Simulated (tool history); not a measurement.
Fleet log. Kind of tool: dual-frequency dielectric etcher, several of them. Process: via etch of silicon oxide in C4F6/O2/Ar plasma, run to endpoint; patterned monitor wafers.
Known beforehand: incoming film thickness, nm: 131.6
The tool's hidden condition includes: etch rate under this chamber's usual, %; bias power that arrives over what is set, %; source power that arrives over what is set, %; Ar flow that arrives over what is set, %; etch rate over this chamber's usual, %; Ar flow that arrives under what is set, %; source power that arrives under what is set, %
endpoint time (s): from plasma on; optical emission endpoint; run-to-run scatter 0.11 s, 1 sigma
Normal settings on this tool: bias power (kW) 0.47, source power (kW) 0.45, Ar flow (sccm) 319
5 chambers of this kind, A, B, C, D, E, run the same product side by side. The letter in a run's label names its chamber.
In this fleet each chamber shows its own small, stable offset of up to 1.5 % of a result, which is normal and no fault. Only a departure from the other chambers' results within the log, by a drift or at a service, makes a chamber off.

run,hour,bias power (kW),source power (kW),Ar flow (sccm),hours since the last wet clean,hours since the last bias power generator calibration,hours since the last source power generator calibration,hours since the last Ar flow controller change,endpoint time (s)
1E,3.4,0.47,0.45,319,459.1,284,1683.3,4103.6,28.413
2A,7.1,0.47,0.45,319,182.2,1804.5,210.7,4212.3,28.847
3C,9.6,0.47,0.45,319,12.8,2328.8,979.2,2400.8,28.756
4B,11.8,0.47,0.45,319,564.8,3122.5,1896.7,4647.9,28.61
# hour 13.7: chamber B: wet clean of the chamber
5D,14.8,0.47,0.45,319,269.2,794.7,440.2,1278.8,28.828
6A,17.1,0.422,0.45,319,192.2,1814.5,220.7,4222.3,29.962
7D,19.7,0.422,0.45,319,274.1,799.6,445.1,1283.7,29.809
8C,21.8,0.422,0.45,319,25,2341,991.4,2413,29.862
9E,26.2,0.422,0.45,319,481.9,306.8,1706.1,4126.4,29.234
10B,29.1,0.422,0.45,319,15.5,3139.8,1914,4665.2,29.784
11C,32.5,0.47,0.45,319,35.7,2351.7,1002.1,2423.7,28.878
12B,37.1,0.47,0.45,319,23.5,3147.8,1922,4673.2,28.65
13D,40.7,0.47,0.45,319,295.1,820.6,466.1,1304.7,28.76
14E,42.8,0.424,0.45,319,498.5,323.4,1722.7,4143,29.389
15A,47.2,0.424,0.45,319,222.3,1844.6,250.8,4252.4,29.695
16C,51.1,0.424,0.45,319,54.3,2370.3,1020.7,2442.3,29.952
17E,53.4,0.424,0.45,319,509.1,334,1733.3,4153.6,29.184
18D,56.1,0.424,0.45,319,310.5,836,481.5,1320.1,29.974
19B,60.2,0.47,0.38,319,46.6,3170.9,1945.1,4696.3,30.562
20A,63.2,0.47,0.38,319,238.3,1860.6,266.8,4268.4,30.584
21A,65.3,0.47,0.38,319,240.4,1862.7,268.9,4270.5,30.517
22E,69.3,0.47,0.38,319,525,349.9,1749.2,4169.5,30.269
23D,72.8,0.47,0.38,319,327.2,852.7,498.2,1336.8,30.667
24C,75.4,0.47,0.45,319,78.6,2394.6,1045,2466.6,28.745
25B,78,0.47,0.45,319,64.4,3188.7,1962.9,4714.1,28.794
# hour 78.2: chamber D: wet clean of the chamber
26E,82.4,0.47,0.49,319,538.1,363,1762.3,4182.6,27.192
27D,85,0.47,0.49,319,6.9,864.9,510.4,1349,27.915
28C,87.9,0.47,0.49,319,91.1,2407.1,1057.5,2479.1,27.82
29A,90.5,0.47,0.49,319,265.6,1887.9,294.1,4295.7,27.83
30B,92.8,0.47,0.49,319,79.2,3203.5,1977.7,4728.9,27.667

One chamber off, gauge drift, or nothing amiss beyond the chambers' own small offsets? If it is a chamber, which one, and what is the likeliest cause?

No chamber stands off beyond its own small offset, and the gauge holds steady.
